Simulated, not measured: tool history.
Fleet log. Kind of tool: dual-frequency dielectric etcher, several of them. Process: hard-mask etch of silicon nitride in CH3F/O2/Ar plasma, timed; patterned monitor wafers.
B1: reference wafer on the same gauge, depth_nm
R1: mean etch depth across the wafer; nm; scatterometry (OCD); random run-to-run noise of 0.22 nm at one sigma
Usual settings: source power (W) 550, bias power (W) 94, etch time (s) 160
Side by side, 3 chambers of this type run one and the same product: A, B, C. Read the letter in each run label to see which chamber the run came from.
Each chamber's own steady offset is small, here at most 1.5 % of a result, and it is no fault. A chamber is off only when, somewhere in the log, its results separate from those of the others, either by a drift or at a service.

{"day": 0.058, "done": "chamber B: wet clean of the chamber"}
{"day": 0.088, "done": "chamber A: wet clean of the chamber"}
{"run": "1C", "day": 0.396, "source power (W)": 550, "bias power (W)": 94, "etch time (s)": 160, "B1": 113.02, "R1": 137.83}
{"run": "2B", "day": 0.979, "source power (W)": 550, "bias power (W)": 94, "etch time (s)": 160, "B1": 112.93, "R1": 140.38}
{"run": "3A", "day": 1.446, "source power (W)": 550, "bias power (W)": 94, "etch time (s)": 160, "B1": 112.91, "R1": 139.14}
{"run": "4B", "day": 2.008, "source power (W)": 550, "bias power (W)": 94, "etch time (s)": 160, "B1": 112.91, "R1": 140.43}
{"day": 2.35, "done": "chamber A: bias power generator calibrated"}
{"run": "5A", "day": 2.596, "source power (W)": 550, "bias power (W)": 94, "etch time (s)": 160, "B1": 112.87, "R1": 139.15}
{"run": "6C", "day": 2.988, "source power (W)": 550, "bias power (W)": 94, "etch time (s)": 160, "B1": 112.76, "R1": 137.88}
{"run": "7A", "day": 3.488, "source power (W)": 550, "bias power (W)": 94, "etch time (s)": 160, "B1": 112.78, "R1": 139.14}
{"run": "8B", "day": 3.825, "source power (W)": 550, "bias power (W)": 94, "etch time (s)": 160, "B1": 112.78, "R1": 139.71}
{"run": "9C", "day": 4.196, "source power (W)": 550, "bias power (W)": 94, "etch time (s)": 160, "B1": 112.78, "R1": 137.98}
{"run": "10C", "day": 4.558, "source power (W)": 550, "bias power (W)": 94, "etch time (s)": 160, "B1": 112.7, "R1": 138.16}
{"day": 4.817, "done": "chamber C: wet clean of the chamber"}
{"run": "11A", "day": 5.208, "source power (W)": 550, "bias power (W)": 94, "etch time (s)": 160, "B1": 112.73, "R1": 138.97}
{"run": "12B", "day": 5.796, "source power (W)": 600, "bias power (W)": 77, "etch time (s)": 160, "B1": 112.68, "R1": 135.24}
{"run": "13C", "day": 6.354, "source power (W)": 600, "bias power (W)": 77, "etch time (s)": 160, "B1": 112.64, "R1": 132.47}
{"run": "14A", "day": 6.804, "source power (W)": 600, "bias power (W)": 77, "etch time (s)": 160, "B1": 112.61, "R1": 133.96}
{"run": "15B", "day": 7.471, "source power (W)": 600, "bias power (W)": 94, "etch time (s)": 160, "B1": 112.59, "R1": 144.81}
{"run": "16A", "day": 7.962, "source power (W)": 600, "bias power (W)": 94, "etch time (s)": 160, "B1": 112.51, "R1": 143.13}
{"run": "17B", "day": 8.442, "source power (W)": 600, "bias power (W)": 94, "etch time (s)": 160, "B1": 112.51, "R1": 144.6}
{"run": "18C", "day": 8.921, "source power (W)": 550, "bias power (W)": 94, "etch time (s)": 160, "B1": 112.45, "R1": 137.68}
{"run": "19B", "day": 9.408, "source power (W)": 480, "bias power (W)": 108, "etch time (s)": 160, "B1": 112.5, "R1": 139.22}
{"run": "20C", "day": 10.067, "source power (W)": 480, "bias power (W)": 108, "etch time (s)": 160, "B1": 112.37, "R1": 137.43}
{"run": "21A", "day": 10.712, "source power (W)": 480, "bias power (W)": 108, "etch time (s)": 160, "B1": 112.42, "R1": 137.91}
{"run": "22C", "day": 11.067, "source power (W)": 550, "bias power (W)": 94, "etch time (s)": 160, "B1": 112.37, "R1": 136.83}
{"run": "23B", "day": 11.729, "source power (W)": 550, "bias power (W)": 94, "etch time (s)": 160, "B1": 112.35, "R1": 139.86}
{"run": "24A", "day": 12.246, "source power (W)": 550, "bias power (W)": 94, "etch time (s)": 160, "B1": 112.33, "R1": 138.26}
{"run": "25B", "day": 12.6, "source power (W)": 550, "bias power (W)": 94, "etch time (s)": 160, "B1": 112.31, "R1": 139.33}

Next, every chamber runs the same settings. What will each give?
{"run": "26A", "day": 13.088, "source power (W)": 430, "bias power (W)": 94, "etch time (s)": 160, "R1": "?"}
{"run": "26B", "day": 13.088, "source power (W)": 430, "bias power (W)": 94, "etch time (s)": 160, "R1": "?"}
{"run": "26C", "day": 13.088, "source power (W)": 430, "bias power (W)": 94, "etch time (s)": 160, "R1": "?"}

run=26A R1=125.66
run=26B R1=126.92
run=26C R1=125.71
